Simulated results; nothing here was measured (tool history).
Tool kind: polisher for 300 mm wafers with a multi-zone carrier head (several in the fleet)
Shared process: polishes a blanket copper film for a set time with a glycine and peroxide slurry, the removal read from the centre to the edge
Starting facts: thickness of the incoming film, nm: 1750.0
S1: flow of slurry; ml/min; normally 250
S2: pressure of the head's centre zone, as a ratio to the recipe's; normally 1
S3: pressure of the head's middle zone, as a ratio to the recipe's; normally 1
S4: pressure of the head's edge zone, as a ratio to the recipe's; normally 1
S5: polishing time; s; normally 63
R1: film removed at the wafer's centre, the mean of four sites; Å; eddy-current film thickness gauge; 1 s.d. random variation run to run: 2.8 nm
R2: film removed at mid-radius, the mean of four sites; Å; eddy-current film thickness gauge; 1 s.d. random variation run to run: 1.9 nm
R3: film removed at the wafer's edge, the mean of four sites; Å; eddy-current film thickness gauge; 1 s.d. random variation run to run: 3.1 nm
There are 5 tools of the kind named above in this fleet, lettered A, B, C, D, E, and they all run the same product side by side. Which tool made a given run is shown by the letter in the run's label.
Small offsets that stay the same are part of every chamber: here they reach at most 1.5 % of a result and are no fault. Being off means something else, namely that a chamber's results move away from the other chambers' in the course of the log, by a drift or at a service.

| run | hour | S1 | S2 | S3 | S4 | S5 | R1 | R2 | R3 |
|---|---|---|---|---|---|---|---|---|---|
| 1D | 10.5 | 250 | 1 | 1 | 1 | 63 | 2721.4 | 2675.6 | 2741.7 |
| 2C | 19.9 | 250 | 1 | 1 | 1 | 63 | 2686.6 | 2649.5 | 2727.5 |
| 3B | 31 | 250 | 1 | 1 | 1 | 63 | 2697.1 | 2686.1 | 2671.5 |
| 4E | 44.4 | 250 | 1 | 1 | 1 | 63 | 2716.1 | 2713.9 | 2755.3 |
|  | 50.4 | chamber D: worn pad replaced by a new one |
| 5A | 53.3 | 250 | 1 | 1 | 1 | 63 | 2712.9 | 2684.9 | 2743.5 |
| 6E | 67.2 | 250 | 1 | 1 | 1 | 63 | 2697.5 | 2693.3 | 2705.3 |
|  | 67.7 | chamber A: edge zone pressure recalibrated |
|  | 72.3 | chamber E: worn pad replaced by a new one |
| 7B | 74.4 | 250 | 1 | 1 | 1 | 63 | 2628.2 | 2677.7 | 2663.1 |
|  | 76.2 | chamber C: worn pad replaced by a new one |
|  | 81.3 | chamber B: worn pad replaced by a new one |
| 8C | 85.1 | 250 | 1 | 1 | 1 | 63 | 2677.1 | 2693.9 | 2714.9 |
| 9A | 97.2 | 250 | 1 | 1 | 1 | 63 | 2677.5 | 2667.4 | 2720.2 |
|  | 99.6 | chamber D: centre zone pressure recalibrated |
| 10D | 110.2 | 250 | 1 | 1 | 1 | 63 | 2711.8 | 2695.1 | 2684.9 |
| 11A | 118.5 | 250 | 1 | 1 | 1 | 63 | 2701 | 2674.8 | 2737 |
| 12D | 128.2 | 250 | 1 | 1 | 1 | 63 | 2731.9 | 2722.4 | 2677.9 |
|  | 134.1 | chamber D: worn pad replaced by a new one |
| 13B | 140.4 | 250 | 1 | 1 | 1 | 63 | 2603.9 | 2687.1 | 2747.1 |
|  | 142.7 | chamber B: slurry nozzle cleaned |
| 14E | 151.3 | 250 | 1 | 1 | 1 | 63 | 2705 | 2674.6 | 2732.3 |
|  | 159.4 | chamber E: worn pad replaced by a new one |
| 15C | 160 | 250 | 1 | 1 | 1 | 63 | 2700 | 2709.9 | 2720 |
|  | 163.6 | chamber B: worn pad replaced by a new one |
|  | 166 | chamber C: slurry nozzle cleaned |
| 16D | 172.9 | 250 | 1 | 1 | 1 | 63 | 2658.8 | 2683.1 | 2728.3 |
|  | 179.9 | chamber C: worn pad replaced by a new one |
|  | 181.5 | chamber C: edge zone pressure recalibrated |
| 17C | 182.4 | 250 | 1 | 1 | 1 | 63 | 2713.6 | 2709.5 | 2704.6 |
| 18E | 190.4 | 250 | 1 | 1 | 1 | 63 | 2711.6 | 2714.9 | 2709.8 |
| 19B | 201.8 | 250 | 1 | 1 | 1 | 63 | 2716.1 | 2702.8 | 2676 |
| 20A | 213.3 | 250 | 1 | 1 | 1 | 63 | 2569.8 | 2641.8 | 2680.6 |
|  | 223.5 | chamber D: worn pad replaced by a new one |
| 21E | 225.5 | 285 | 1 | 1 | 1 | 63 | 2743.4 | 2739 | 2762.8 |
|  | 228.8 | chamber A: slurry nozzle cleaned |
| 22B | 237.3 | 285 | 1 | 1 | 1 | 63 | 2666.3 | 2735.9 | 2789.2 |
| 23A | 244.5 | 285 | 1 | 1 | 1 | 63 | 2622.8 | 2657.8 | 2628.5 |
|  | 248.3 | chamber C: centre zone pressure recalibrated |
| 24C | 253.1 | 285 | 1 | 1 | 1 | 63 | 2770.2 | 2720.7 | 2714.1 |
|  | 263 | chamber C: worn pad replaced by a new one |
|  | 264.3 | chamber E: worn pad replaced by a new one |
| 25D | 265 | 285 | 1 | 1 | 1 | 63 | 2771.4 | 2740.5 | 2725.1 |
|  | 270.6 | chamber B: worn pad replaced by a new one |
| 26A | 274.1 | 250 | 1 | 1 | 1 | 63 | 2561 | 2595.9 | 2670.3 |
|  | 281.2 | chamber A: centre zone pressure recalibrated |
| 27C | 284.1 | 250 | 1 | 1 | 1 | 63 | 2696.2 | 2708.3 | 2739.2 |
| 28D | 293.9 | 250 | 1 | 1 | 1 | 63 | 2676.6 | 2656.9 | 2661.2 |
|  | 295.2 | chamber E: slurry nozzle cleaned |
| 29E | 304.7 | 250 | 1 | 1 | 1 | 63 | 2677.6 | 2685 | 2720.8 |
| 30B | 311.7 | 250 | 1 | 1 | 1 | 63 | 2685.3 | 2686.6 | 2679.6 |
|  | 318.9 | chamber D: worn pad replaced by a new one |
| 31E | 322.7 | 170 | 1.06 | 1 | 1 | 63 | 2755 | 2555.8 | 2579.3 |
| 32A | 333.3 | 170 | 1.06 | 1 | 1 | 63 | 2553.1 | 2432.9 | 2512.3 |
|  | 345.1 | chamber A: edge zone pressure recalibrated |
| 33D | 346.3 | 170 | 1.06 | 1 | 1 | 63 | 2704 | 2523.2 | 2581.1 |
|  | 352.1 | chamber E: edge zone pressure recalibrated |
| 34C | 353.9 | 170 | 1.06 | 1 | 1 | 63 | 2718.7 | 2542.9 | 2607.1 |
|  | 354.3 | chamber C: worn pad replaced by a new one |
|  | 357.8 | chamber B: worn pad replaced by a new one |
|  | 364 | chamber E: worn pad replaced by a new one |
| 35B | 366.4 | 170 | 1.06 | 1 | 1 | 63 | 2666.9 | 2527.4 | 2551.7 |
| 36B | 379.6 | 250 | 1 | 1 | 1 | 63 | 2703.4 | 2691.8 | 2726.2 |
| 37E | 389.4 | 250 | 1 | 1 | 1 | 63 | 2665.6 | 2694 | 2729.4 |
| 38D | 399.3 | 250 | 1 | 1 | 1 | 63 | 2702.3 | 2711.4 | 2682.9 |
| 39A | 410.9 | 250 | 1 | 1 | 1 | 63 | 2550.2 | 2543.4 | 2601 |
|  | 418.9 | chamber D: worn pad replaced by a new one |
| 40C | 421.6 | 250 | 1 | 1 | 1 | 63 | 2692.7 | 2736.6 | 2751.7 |
| 41A | 431.5 | 250 | 1 | 1 | 1 | 63 | 2555.9 | 2542.6 | 2551 |
|  | 442.1 | chamber B: worn pad replaced by a new one |
|  | 443.6 | chamber C: worn pad replaced by a new one |
| 42D | 444.7 | 250 | 1 | 1 | 1 | 63 | 2705.5 | 2712.2 | 2729 |
|  | 457.1 | chamber C: edge zone pressure recalibrated |
| 43C | 459.2 | 250 | 1 | 1 | 1 | 63 | 2759.5 | 2682.8 | 2755.3 |
| 44B | 469.2 | 250 | 1 | 1 | 1 | 63 | 2694.8 | 2717.8 | 2717.2 |

Next, all 5 chambers run the settings below, one line each with question marks for the results. What does each chamber give?
| 45A | 480.7 | 250 | 1 | 1.11 | 1 | 63 | ? | ? | ? |
| 45B | 480.7 | 250 | 1 | 1.11 | 1 | 63 | ? | ? | ? |
| 45C | 480.7 | 250 | 1 | 1.11 | 1 | 63 | ? | ? | ? |
| 45D | 480.7 | 250 | 1 | 1.11 | 1 | 63 | ? | ? | ? |
| 45E | 480.7 | 250 | 1 | 1.11 | 1 | 63 | ? | ? | ? |

| run | R1 | R2 | R3 |
|---|---|---|---|
| 45A | 2521.7 | 2781.8 | 2524.3 |
| 45B | 2678.4 | 2964.6 | 2667.5 |
| 45C | 2703.1 | 2995.1 | 2732 |
| 45D | 2696.4 | 2935.9 | 2705.5 |
| 45E | 2695.8 | 3010 | 2650.5 |

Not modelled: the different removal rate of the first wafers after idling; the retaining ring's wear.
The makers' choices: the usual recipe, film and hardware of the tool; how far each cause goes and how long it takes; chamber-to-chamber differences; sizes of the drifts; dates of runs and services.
